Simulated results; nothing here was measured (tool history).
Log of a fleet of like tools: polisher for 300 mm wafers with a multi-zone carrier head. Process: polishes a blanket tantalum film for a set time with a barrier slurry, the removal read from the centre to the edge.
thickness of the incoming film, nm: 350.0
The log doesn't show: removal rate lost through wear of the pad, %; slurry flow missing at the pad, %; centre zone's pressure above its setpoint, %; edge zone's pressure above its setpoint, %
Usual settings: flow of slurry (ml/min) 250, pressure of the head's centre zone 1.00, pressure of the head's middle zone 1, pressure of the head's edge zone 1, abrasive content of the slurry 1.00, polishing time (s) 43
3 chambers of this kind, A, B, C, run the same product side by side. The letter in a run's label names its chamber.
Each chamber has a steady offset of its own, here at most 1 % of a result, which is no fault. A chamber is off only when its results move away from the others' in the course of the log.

| run | day | flow of slurry (ml/min) | pressure of the head's centre zone | pressure of the head's middle zone | pressure of the head's edge zone | abrasive content of the slurry | polishing time (s) | wafers polished on this pad | hours since the slurry nozzle was cleaned | hours since the centre zone pressure was calibrated | hours since the edge zone pressure was calibrated | film removed at the wafer's centre (angstrom) | film removed at mid-radius (angstrom) | film removed at the wafer's edge (angstrom) |
|---|---|---|---|---|---|---|---|---|---|---|---|---|---|---|
| 1B | 0.233 | 250 | 1.00 | 1 | 1 | 1.00 | 43 | 303 | 403.7 | 732.2 | 127.7 | 730.87 | 721.64 | 724.16 |
|  | 0.467 | chamber C: edge zone pressure recalibrated |
| 2A | 0.650 | 250 | 1.00 | 1 | 1 | 1.00 | 43 | 761 | 341.5 | 421.9 | 392.3 | 727.17 | 720.75 | 722.87 |
| 3C | 1.092 | 250 | 1.00 | 1 | 1 | 1.00 | 43 | 579 | 115.4 | 928.9 | 15.0 | 715.50 | 726.24 | 711.75 |
| 4A | 1.504 | 250 | 1.00 | 1 | 1 | 1.00 | 43 | 988 | 362.0 | 442.4 | 412.8 | 721.58 | 725.15 | 719.65 |
| 5C | 1.983 | 250 | 1.00 | 1 | 1 | 1.00 | 43 | 816 | 136.8 | 950.3 | 36.4 | 717.79 | 717.85 | 712.72 |
| 6B | 2.446 | 250 | 1.00 | 1 | 1 | 1.00 | 43 | 890 | 456.8 | 785.3 | 180.8 | 744.43 | 735.87 | 719.56 |
|  | 2.517 | chamber B: worn pad replaced by a new one |
| 7A | 2.879 | 250 | 1.00 | 1 | 1 | 1.00 | 43 | 1353 | 395.0 | 475.4 | 445.8 | 720.84 | 723.87 | 721.61 |
|  | 3.092 | chamber A: worn pad replaced by a new one |
| 8C | 3.221 | 250 | 1.00 | 1 | 1 | 1.00 | 43 | 1144 | 166.5 | 980.0 | 66.1 | 710.60 | 711.84 | 717.35 |
| 9B | 3.579 | 250 | 1.00 | 1 | 1 | 1.00 | 43 | 282 | 484.0 | 812.5 | 208.0 | 739.93 | 733.30 | 721.62 |
| 10B | 3.867 | 250 | 1.00 | 1 | 1 | 1.00 | 43 | 359 | 490.9 | 819.4 | 214.9 | 722.79 | 731.24 | 708.22 |
| 11C | 4.129 | 250 | 1.00 | 1 | 1 | 1.00 | 43 | 1385 | 188.3 | 1001.8 | 87.9 | 716.82 | 718.45 | 720.32 |
|  | 4.229 | chamber C: worn pad replaced by a new one |
|  | 4.612 | chamber B: slurry nozzle cleaned |
| 12A | 4.642 | 200 | 1.00 | 1 | 1 | 1.00 | 33 | 411 | 437.3 | 517.7 | 488.1 | 542.02 | 540.61 | 542.69 |
| 13C | 5.162 | 200 | 1.00 | 1 | 1 | 1.00 | 33 | 248 | 213.1 | 1026.6 | 112.7 | 537.35 | 541.57 | 544.15 |
| 14A | 5.400 | 200 | 1.00 | 1 | 1 | 1.00 | 33 | 612 | 455.5 | 535.9 | 506.3 | 521.10 | 544.97 | 541.67 |
|  | 5.629 | chamber B: worn pad replaced by a new one |
| 15B | 5.892 | 250 | 1.00 | 1 | 1 | 1.00 | 43 | 70 | 30.7 | 868.0 | 263.5 | 717.27 | 723.51 | 728.83 |
| 16B | 6.233 | 250 | 1.00 | 1 | 1 | 1.00 | 43 | 161 | 38.9 | 876.2 | 271.7 | 715.69 | 734.80 | 722.02 |
| 17A | 6.638 | 250 | 1.00 | 1 | 1 | 1.00 | 43 | 941 | 485.2 | 565.6 | 536.0 | 711.16 | 721.45 | 716.08 |
| 18C | 6.917 | 250 | 1.00 | 1 | 1 | 1.00 | 43 | 713 | 255.2 | 1068.7 | 154.8 | 729.15 | 721.67 | 712.89 |
|  | 7.262 | chamber B: centre zone pressure recalibrated |
| 19B | 7.379 | 250 | 1.00 | 1 | 1 | 1.00 | 43 | 465 | 66.4 | 2.9 | 299.2 | 820.43 | 736.39 | 722.75 |
| 20C | 7.867 | 250 | 1.00 | 1 | 1 | 1.00 | 43 | 966 | 278.0 | 1091.5 | 177.6 | 730.25 | 724.11 | 715.55 |
|  | 8.017 | chamber A: worn pad replaced by a new one |
| 21A | 8.200 | 250 | 1.00 | 1 | 1 | 1.00 | 43 | 49 | 522.7 | 603.1 | 573.5 | 719.97 | 726.16 | 727.26 |
|  | 8.312 | chamber B: worn pad replaced by a new one |
| 22B | 8.612 | 250 | 0.89 | 1 | 1 | 1.00 | 43 | 79 | 96.0 | 32.5 | 328.8 | 716.45 | 722.94 | 735.21 |
| 23A | 8.917 | 250 | 0.89 | 1 | 1 | 1.00 | 43 | 239 | 539.9 | 620.3 | 590.7 | 653.45 | 734.41 | 725.71 |
|  | 9.104 | chamber A: centre zone pressure recalibrated |
|  | 9.292 | chamber C: slurry nozzle cleaned |
| 24C | 9.433 | 250 | 0.89 | 1 | 1 | 1.00 | 43 | 1381 | 3.4 | 1129.1 | 215.2 | 634.34 | 723.26 | 716.11 |
| 25A | 9.950 | 250 | 1.00 | 1 | 1 | 1.00 | 43 | 514 | 564.7 | 20.3 | 615.5 | 711.61 | 723.08 | 731.02 |
|  | 10.192 | chamber C: worn pad replaced by a new one |
| 26C | 10.329 | 250 | 1.00 | 1 | 1 | 1.00 | 43 | 37 | 24.9 | 1150.6 | 236.7 | 727.08 | 723.35 | 729.70 |
| 27B | 10.829 | 250 | 1.00 | 1 | 1 | 1.00 | 43 | 668 | 149.2 | 85.7 | 382.0 | 805.08 | 731.49 | 728.11 |
| 28C | 11.271 | 250 | 1.00 | 1 | 1 | 1.00 | 43 | 287 | 47.5 | 1173.2 | 259.3 | 737.85 | 719.44 | 729.93 |
| 29A | 11.567 | 250 | 1.00 | 1 | 1 | 1.00 | 43 | 943 | 603.5 | 59.1 | 654.3 | 743.50 | 726.44 | 723.92 |
|  | 11.583 | chamber B: worn pad replaced by a new one |
| 30B | 11.892 | 250 | 1.00 | 1 | 1 | 1.00 | 43 | 82 | 174.7 | 111.2 | 407.5 | 789.96 | 729.84 | 727.91 |
| 31B | 12.288 | 250 | 1.00 | 1 | 1 | 1.00 | 43 | 187 | 184.2 | 120.7 | 417.0 | 802.93 | 730.38 | 718.95 |
| 32C | 12.775 | 250 | 1.00 | 1 | 1 | 1.00 | 43 | 686 | 83.6 | 1209.3 | 295.4 | 727.81 | 720.98 | 720.70 |
|  | 13.021 | chamber A: worn pad replaced by a new one |
|  | 13.033 | chamber A: slurry nozzle cleaned |
| 33A | 13.096 | 250 | 1.00 | 1 | 1 | 1.00 | 43 | 20 | 1.6 | 95.8 | 691.0 | 726.07 | 720.73 | 729.93 |
|  | 13.346 | chamber A: edge zone pressure recalibrated |
| 34C | 13.450 | 250 | 1.00 | 1 | 1 | 1.00 | 43 | 865 | 99.8 | 1225.5 | 311.6 | 738.07 | 730.65 | 719.99 |
| 35B | 13.925 | 250 | 1.00 | 1 | 1 | 1.00 | 43 | 621 | 223.5 | 160.0 | 456.3 | 812.36 | 726.66 | 724.71 |
| 36A | 14.362 | 305 | 1.00 | 1 | 1 | 0.75 | 43 | 357 | 32.0 | 126.2 | 24.5 | 681.66 | 675.90 | 674.64 |
| 37C | 14.858 | 305 | 1.00 | 1 | 1 | 0.75 | 43 | 1239 | 133.6 | 1259.3 | 345.4 | 677.38 | 670.02 | 663.71 |

All 3 chambers run these settings next. Forecast each chamber's results:
| 38A | 15.238 | 250 | 1.00 | 1 | 1 | 1.00 | 43 |  |  |  |  | ? | ? | ? |
| 38B | 15.238 | 250 | 1.00 | 1 | 1 | 1.00 | 43 |  |  |  |  | ? | ? | ? |
| 38C | 15.238 | 250 | 1.00 | 1 | 1 | 1.00 | 43 |  |  |  |  | ? | ? | ? |

| run | film removed at the wafer's centre (angstrom) | film removed at mid-radius (angstrom) | film removed at the wafer's edge (angstrom) |
|---|---|---|---|
| 38A | 718.73 | 729.54 | 715.73 |
| 38B | 796.74 | 730.54 | 714.68 |
| 38C | 717.74 | 723.26 | 717.05 |
